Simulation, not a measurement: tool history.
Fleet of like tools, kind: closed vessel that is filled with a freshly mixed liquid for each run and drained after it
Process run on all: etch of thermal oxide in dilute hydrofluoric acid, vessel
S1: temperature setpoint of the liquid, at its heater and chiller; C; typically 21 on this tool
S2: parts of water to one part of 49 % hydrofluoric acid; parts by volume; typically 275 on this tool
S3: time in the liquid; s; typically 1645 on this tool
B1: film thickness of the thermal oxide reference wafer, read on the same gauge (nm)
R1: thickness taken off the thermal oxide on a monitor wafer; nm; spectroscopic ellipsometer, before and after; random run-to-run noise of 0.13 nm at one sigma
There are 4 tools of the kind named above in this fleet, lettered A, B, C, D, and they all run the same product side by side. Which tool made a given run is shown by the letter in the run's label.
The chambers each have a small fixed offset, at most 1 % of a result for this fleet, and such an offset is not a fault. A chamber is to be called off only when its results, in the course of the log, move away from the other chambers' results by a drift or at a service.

run   hour  S1   S2    S3      B1      R1
 1C    8.3  21  275  1645  29.997  21.225
 2A   16.1  21  275  1645  30.011  21.045
 3D   23.4  21  275  1645  29.993  20.748
 4B   29.2  21  275  1645  30.002  20.851
 5D   37.2  17  275  1645  29.995  17.654
 6C   42.3  17  275  1645   30.02  17.988
 7B   50.6  17  275  1645  30.017  18.182
 8A   60.1  17  275  1645  29.978  18.092
 9C   66.7  21  275  1645  29.995  20.777
10A   72.1  21  275  1645  29.984  21.072
11D   76.9  21  275  1645  29.984  20.398
12B   85.7  21  275  1645  30.018  21.145
13B   90.8  21  275  1645  30.004  20.887
      92.5  -- chamber B: hydrofluoric acid flow meter replaced
14D   99.3  19  275  1645  29.985  19.091
     101.2  -- chamber D: thermometer replaced
15A  105.2  19  275  1645  30.024  19.331
16C  114.2  19  275  1645  30.007  19.644
17D  118.5  19  275  1645  30.027  18.952
18B  128.2  21  275  1645  30.013  21.014
19C  137.2  21  275  1645  30.008  21.009
20A  142.9  21  275  1645  29.972  20.806
21D  152.9  21  275  1645  29.983   20.43
22A  159.4  21  275  1645  29.974  20.806
     160.5  -- chamber B: thermometer replaced
23B  168.8  21  275  1645  29.984  21.076
24C  178.7  21  275  1645  30.005  21.336
25C  186.1  21  275  1645  30.018   21.34
26A  195.8  21  275  1645  29.996   20.71
     198.9  -- chamber A: hydrofluoric acid flow meter replaced
27B  201.2  21  275  1645  30.002  20.931
28D    209  17  275   835  29.995  8.9769
     209.5  -- chamber A: thermometer replaced
29A  213.5  17  275   835  30.007  9.1577
30D    222  17  275   835  30.011  8.9392
31B  226.3  17  275   835  30.016   9.294
32C  231.5  21  275  1645  30.007  21.934
33B  239.3  21  275  1645  29.995  21.015
34C  248.1  21  275  1645  30.005  21.822
35A  255.9  21  275  1645  29.985   20.79
36D  261.4  21  275  1645   29.99  20.572
37D  266.5  21  275  1645  29.997  20.726
38A  273.4  23  275  1050  30.016   14.44
39C  282.1  23  275  1050  30.017  15.333
40B  291.3  23  275  1050  30.012  14.456
41C  296.7  23  275  1050  30.004  15.511

Which is it: a chamber that has drifted or been left off by a service, a gauge drift common to all chambers, or only each chamber's usual small offset? If a chamber is off, name it and its likeliest cause.

Chamber C drifts away from the others.
Cause: liquid hotter than its thermometer reads (K) = 2.15.
Not necessarily distinguishable in this log from: hydrofluoric acid flow above the setpoint (%).

Which of the 4 candidates below, each the usual settings with something changed and its results left as question marks, puts chamber C back in line with what the other chambers give on the usual settings?
To be in line, a result may differ from the other chambers' mean on the usual settings by at most: R1 0.46 nm
42C-1  303.9  21  285  1590       ?
42C-2  303.9  21  280  1615       ?
42C-3  303.9  21  270  1675       ?
42C-4  303.9  21  275  1765       ?

What the other chambers average on the usual settings: R1 20.834 nm
  run      R1
42C-1   20.84
42C-2  21.652
42C-3  23.524
42C-4  24.215
42C-1 brings the chamber back in line.
